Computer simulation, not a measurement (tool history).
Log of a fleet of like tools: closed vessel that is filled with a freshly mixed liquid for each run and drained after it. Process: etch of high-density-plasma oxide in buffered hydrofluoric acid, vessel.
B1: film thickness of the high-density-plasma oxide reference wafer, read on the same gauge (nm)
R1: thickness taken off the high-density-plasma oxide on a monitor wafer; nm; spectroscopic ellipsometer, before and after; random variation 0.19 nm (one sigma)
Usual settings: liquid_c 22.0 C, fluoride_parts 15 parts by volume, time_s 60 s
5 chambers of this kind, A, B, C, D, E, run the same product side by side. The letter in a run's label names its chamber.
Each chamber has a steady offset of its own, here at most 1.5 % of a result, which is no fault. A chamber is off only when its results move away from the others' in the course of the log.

{"hour": 10.6, "done": "chamber E: thermometer replaced"}
{"run": "1B", "hour": 14.9, "liquid_c": 22.0, "fluoride_parts": 15, "time_s": 60, "B1": 149.99, "R1": 48.853}
{"run": "2C", "hour": 26.9, "liquid_c": 22.0, "fluoride_parts": 15, "time_s": 60, "B1": 150.02, "R1": 49.17}
{"run": "3D", "hour": 37.2, "liquid_c": 22.0, "fluoride_parts": 15, "time_s": 60, "B1": 150.0, "R1": 49.804}
{"run": "4A", "hour": 47.3, "liquid_c": 22.0, "fluoride_parts": 15, "time_s": 60, "B1": 150.02, "R1": 48.772}
{"run": "5E", "hour": 55.0, "liquid_c": 22.0, "fluoride_parts": 15, "time_s": 60, "B1": 150.0, "R1": 48.956}
{"run": "6A", "hour": 63.8, "liquid_c": 22.0, "fluoride_parts": 15, "time_s": 60, "B1": 150.01, "R1": 48.873}
{"run": "7C", "hour": 75.7, "liquid_c": 22.0, "fluoride_parts": 15, "time_s": 60, "B1": 149.99, "R1": 48.766}
{"hour": 81.1, "done": "chamber D: hydrofluoric acid flow meter replaced"}
{"run": "8E", "hour": 87.3, "liquid_c": 22.0, "fluoride_parts": 15, "time_s": 60, "B1": 149.99, "R1": 48.93}
{"run": "9B", "hour": 101.6, "liquid_c": 22.0, "fluoride_parts": 15, "time_s": 60, "B1": 150.0, "R1": 48.827}
{"run": "10D", "hour": 112.7, "liquid_c": 22.0, "fluoride_parts": 13, "time_s": 60, "B1": 150.0, "R1": 56.759}
{"run": "11C", "hour": 127.4, "liquid_c": 22.0, "fluoride_parts": 13, "time_s": 60, "B1": 150.0, "R1": 56.25}
{"run": "12E", "hour": 139.2, "liquid_c": 22.0, "fluoride_parts": 13, "time_s": 60, "B1": 150.0, "R1": 56.373}
{"run": "13D", "hour": 148.7, "liquid_c": 22.0, "fluoride_parts": 13, "time_s": 60, "B1": 150.0, "R1": 56.79}
{"run": "14A", "hour": 157.0, "liquid_c": 22.0, "fluoride_parts": 13, "time_s": 60, "B1": 150.01, "R1": 56.527}
{"run": "15B", "hour": 169.3, "liquid_c": 22.0, "fluoride_parts": 15, "time_s": 60, "B1": 150.0, "R1": 48.916}
{"run": "16B", "hour": 177.5, "liquid_c": 22.0, "fluoride_parts": 15, "time_s": 60, "B1": 149.97, "R1": 49.162}
{"run": "17C", "hour": 186.7, "liquid_c": 22.0, "fluoride_parts": 15, "time_s": 60, "B1": 150.02, "R1": 48.398}
{"run": "18E", "hour": 196.2, "liquid_c": 22.0, "fluoride_parts": 15, "time_s": 60, "B1": 150.0, "R1": 48.948}
{"run": "19A", "hour": 205.7, "liquid_c": 22.0, "fluoride_parts": 15, "time_s": 60, "B1": 150.01, "R1": 49.25}
{"run": "20D", "hour": 212.5, "liquid_c": 22.0, "fluoride_parts": 15, "time_s": 60, "B1": 150.0, "R1": 49.624}
{"hour": 220.8, "done": "chamber D: thermometer replaced"}
{"run": "21D", "hour": 221.2, "liquid_c": 22.0, "fluoride_parts": 15, "time_s": 60, "B1": 150.01, "R1": 49.427}
{"run": "22C", "hour": 231.6, "liquid_c": 22.0, "fluoride_parts": 13, "time_s": 60, "B1": 149.99, "R1": 55.255}
{"run": "23B", "hour": 240.8, "liquid_c": 22.0, "fluoride_parts": 13, "time_s": 60, "B1": 149.99, "R1": 56.488}
{"run": "24A", "hour": 248.5, "liquid_c": 22.0, "fluoride_parts": 13, "time_s": 60, "B1": 150.01, "R1": 56.712}
{"run": "25E", "hour": 260.5, "liquid_c": 22.0, "fluoride_parts": 13, "time_s": 60, "B1": 150.02, "R1": 56.342}
{"hour": 273.1, "done": "chamber B: hydrofluoric acid flow meter replaced"}
{"run": "26A", "hour": 275.1, "liquid_c": 22.0, "fluoride_parts": 13, "time_s": 60, "B1": 149.99, "R1": 56.653}
{"run": "27D", "hour": 282.3, "liquid_c": 22.0, "fluoride_parts": 15, "time_s": 60, "B1": 150.03, "R1": 50.031}
{"run": "28C", "hour": 293.4, "liquid_c": 22.0, "fluoride_parts": 15, "time_s": 60, "B1": 150.02, "R1": 47.812}
{"run": "29B", "hour": 301.8, "liquid_c": 22.0, "fluoride_parts": 15, "time_s": 35, "B1": 149.99, "R1": 28.437}
{"run": "30E", "hour": 314.7, "liquid_c": 22.0, "fluoride_parts": 15, "time_s": 35, "B1": 150.01, "R1": 28.486}

Is one chamber off against the others, does the gauge drift, or is nothing wrong? If a chamber is off, say which, and what the likeliest cause is.

Chamber C drifts away from the others.
Cause: liquid colder than its thermometer reads (K) = 0.535.
The log may not tell that from: hydrofluoric acid flow below the setpoint (%).

Here are 4 candidates for chamber C's next run, each the usual settings with a change, their results left as question marks. Which one brings its results back in line with what the others give on the usual settings?
In line means no further than this from the other chambers' mean on the usual settings: R1 0.660 nm
{"run": "31C-1", "hour": 325.5, "liquid_c": 22.0, "fluoride_parts": 14.5, "time_s": 60, "R1": "?"}
{"run": "31C-2", "hour": 325.5, "liquid_c": 22.0, "fluoride_parts": 16.0, "time_s": 60, "R1": "?"}
{"run": "31C-3", "hour": 325.5, "liquid_c": 22.5, "fluoride_parts": 14.5, "time_s": 60, "R1": "?"}
{"run": "31C-4", "hour": 325.5, "liquid_c": 22.0, "fluoride_parts": 15.5, "time_s": 60, "R1": "?"}

The other chambers' mean on the usual settings: R1 49.126 nm
run=31C-1 R1=49.386
run=31C-2 R1=44.765
run=31C-3 R1=50.746
run=31C-4 R1=46.207
31C-1 brings the chamber back in line.

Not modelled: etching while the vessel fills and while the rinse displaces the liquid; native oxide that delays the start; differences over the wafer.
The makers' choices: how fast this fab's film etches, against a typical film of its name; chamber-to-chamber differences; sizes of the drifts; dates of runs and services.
